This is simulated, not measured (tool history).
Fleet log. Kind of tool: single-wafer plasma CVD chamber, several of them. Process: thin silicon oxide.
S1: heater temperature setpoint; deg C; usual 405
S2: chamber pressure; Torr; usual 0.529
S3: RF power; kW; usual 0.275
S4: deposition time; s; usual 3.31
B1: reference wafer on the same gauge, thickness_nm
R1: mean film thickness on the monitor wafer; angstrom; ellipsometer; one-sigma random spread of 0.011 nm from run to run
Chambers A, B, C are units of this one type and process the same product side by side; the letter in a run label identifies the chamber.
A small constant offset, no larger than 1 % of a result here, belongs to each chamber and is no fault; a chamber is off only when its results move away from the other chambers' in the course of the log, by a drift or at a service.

{"run": "1C", "day": 0.196, "S1": 405, "S2": 0.529, "S3": 0.275, "S4": 3.31, "B1": 3.8693, "R1": 38.128}
{"run": "2A", "day": 0.388, "S1": 405, "S2": 0.529, "S3": 0.275, "S4": 3.31, "B1": 3.8699, "R1": 37.95}
{"run": "3B", "day": 0.683, "S1": 405, "S2": 0.529, "S3": 0.275, "S4": 3.31, "B1": 3.8652, "R1": 37.9}
{"run": "4A", "day": 1.058, "S1": 405, "S2": 0.529, "S3": 0.275, "S4": 3.31, "B1": 3.8675, "R1": 38.103}
{"run": "5B", "day": 1.262, "S1": 405, "S2": 0.529, "S3": 0.275, "S4": 3.31, "B1": 3.8674, "R1": 37.687}
{"run": "6C", "day": 1.596, "S1": 405, "S2": 0.529, "S3": 0.275, "S4": 3.31, "B1": 3.8708, "R1": 38.123}
{"run": "7C", "day": 1.804, "S1": 405, "S2": 0.529, "S3": 0.275, "S4": 3.31, "B1": 3.872, "R1": 38.093}
{"run": "8A", "day": 2.117, "S1": 405, "S2": 0.529, "S3": 0.275, "S4": 3.31, "B1": 3.868, "R1": 37.834}
{"run": "9B", "day": 2.329, "S1": 405, "S2": 0.529, "S3": 0.275, "S4": 3.31, "B1": 3.8687, "R1": 37.619}
{"run": "10A", "day": 2.571, "S1": 405, "S2": 0.529, "S3": 0.275, "S4": 3.31, "B1": 3.8695, "R1": 37.919}
{"run": "11B", "day": 2.825, "S1": 405, "S2": 0.529, "S3": 0.275, "S4": 3.31, "B1": 3.8693, "R1": 37.722}
{"run": "12C", "day": 3.108, "S1": 405, "S2": 0.529, "S3": 0.275, "S4": 3.31, "B1": 3.8689, "R1": 37.961}
{"run": "13C", "day": 3.338, "S1": 405, "S2": 0.529, "S3": 0.275, "S4": 3.31, "B1": 3.87, "R1": 38.156}
{"run": "14A", "day": 3.654, "S1": 405, "S2": 0.529, "S3": 0.275, "S4": 3.31, "B1": 3.8688, "R1": 37.893}
{"run": "15B", "day": 4.038, "S1": 397, "S2": 0.477, "S3": 0.275, "S4": 3.31, "B1": 3.8712, "R1": 33.561}
{"run": "16C", "day": 4.425, "S1": 397, "S2": 0.477, "S3": 0.275, "S4": 3.31, "B1": 3.8709, "R1": 34.291}
{"run": "17B", "day": 4.604, "S1": 397, "S2": 0.477, "S3": 0.275, "S4": 3.31, "B1": 3.8718, "R1": 33.529}
{"run": "18A", "day": 4.842, "S1": 405, "S2": 0.529, "S3": 0.275, "S4": 3.31, "B1": 3.8696, "R1": 37.861}
{"run": "19A", "day": 5.175, "S1": 405, "S2": 0.529, "S3": 0.275, "S4": 3.31, "B1": 3.8691, "R1": 38.032}
{"run": "20B", "day": 5.383, "S1": 405, "S2": 0.529, "S3": 0.275, "S4": 3.31, "B1": 3.8713, "R1": 37.518}
{"run": "21C", "day": 5.642, "S1": 405, "S2": 0.529, "S3": 0.275, "S4": 3.9, "B1": 3.8721, "R1": 44.785}
{"run": "22C", "day": 5.946, "S1": 405, "S2": 0.529, "S3": 0.275, "S4": 3.9, "B1": 3.8731, "R1": 44.832}
{"run": "23B", "day": 6.238, "S1": 405, "S2": 0.529, "S3": 0.275, "S4": 3.9, "B1": 3.8712, "R1": 44.266}
{"run": "24A", "day": 6.45, "S1": 405, "S2": 0.529, "S3": 0.275, "S4": 3.31, "B1": 3.8709, "R1": 38.101}
{"run": "25B", "day": 6.771, "S1": 405, "S2": 0.529, "S3": 0.275, "S4": 3.31, "B1": 3.8693, "R1": 37.663}
{"run": "26C", "day": 7.038, "S1": 405, "S2": 0.529, "S3": 0.25, "S4": 3.31, "B1": 3.8712, "R1": 36.562}
{"run": "27A", "day": 7.433, "S1": 405, "S2": 0.529, "S3": 0.25, "S4": 3.31, "B1": 3.8717, "R1": 36.817}
{"run": "28B", "day": 7.767, "S1": 405, "S2": 0.529, "S3": 0.25, "S4": 3.31, "B1": 3.8684, "R1": 36.031}
{"run": "29C", "day": 8.008, "S1": 405, "S2": 0.529, "S3": 0.275, "S4": 3.31, "B1": 3.8675, "R1": 37.806}
{"run": "30A", "day": 8.388, "S1": 405, "S2": 0.529, "S3": 0.275, "S4": 3.31, "B1": 3.8708, "R1": 38.5}
{"run": "31B", "day": 8.658, "S1": 405, "S2": 0.529, "S3": 0.275, "S4": 3.31, "B1": 3.8712, "R1": 37.491}
{"run": "32C", "day": 8.95, "S1": 405, "S2": 0.529, "S3": 0.275, "S4": 3.31, "B1": 3.8695, "R1": 37.871}
{"run": "33A", "day": 9.275, "S1": 405, "S2": 0.529, "S3": 0.275, "S4": 3.31, "B1": 3.8699, "R1": 38.687}
{"run": "34B", "day": 9.675, "S1": 405, "S2": 0.529, "S3": 0.275, "S4": 3.31, "B1": 3.8705, "R1": 37.481}
{"run": "35C", "day": 9.929, "S1": 405, "S2": 0.529, "S3": 0.275, "S4": 3.31, "B1": 3.8687, "R1": 38.22}
{"run": "36A", "day": 10.304, "S1": 405, "S2": 0.529, "S3": 0.275, "S4": 3.31, "B1": 3.8721, "R1": 38.818}
{"run": "37A", "day": 10.629, "S1": 405, "S2": 0.529, "S3": 0.275, "S4": 3.31, "B1": 3.8695, "R1": 38.995}
{"run": "38C", "day": 10.879, "S1": 405, "S2": 0.529, "S3": 0.275, "S4": 3.31, "B1": 3.8704, "R1": 38.024}
{"run": "39B", "day": 11.154, "S1": 405, "S2": 0.529, "S3": 0.275, "S4": 3.31, "B1": 3.8691, "R1": 37.583}
{"day": 11.258, "done": "chamber B: RF generator calibrated"}
{"run": "40C", "day": 11.471, "S1": 405, "S2": 0.529, "S3": 0.275, "S4": 3.31, "B1": 3.8679, "R1": 38.005}
{"run": "41B", "day": 11.75, "S1": 405, "S2": 0.529, "S3": 0.275, "S4": 3.31, "B1": 3.8706, "R1": 37.706}
{"run": "42A", "day": 11.95, "S1": 405, "S2": 0.529, "S3": 0.275, "S4": 3.31, "B1": 3.868, "R1": 39.151}

All 3 chambers run these settings next. Forecast each chamber's results:
{"run": "43A", "day": 12.238, "S1": 405, "S2": 0.529, "S3": 0.275, "S4": 3.31, "R1": "?"}
{"run": "43B", "day": 12.238, "S1": 405, "S2": 0.529, "S3": 0.275, "S4": 3.31, "R1": "?"}
{"run": "43C", "day": 12.238, "S1": 405, "S2": 0.529, "S3": 0.275, "S4": 3.31, "R1": "?"}

run=43A R1=39.185
run=43B R1=37.544
run=43C R1=38.109
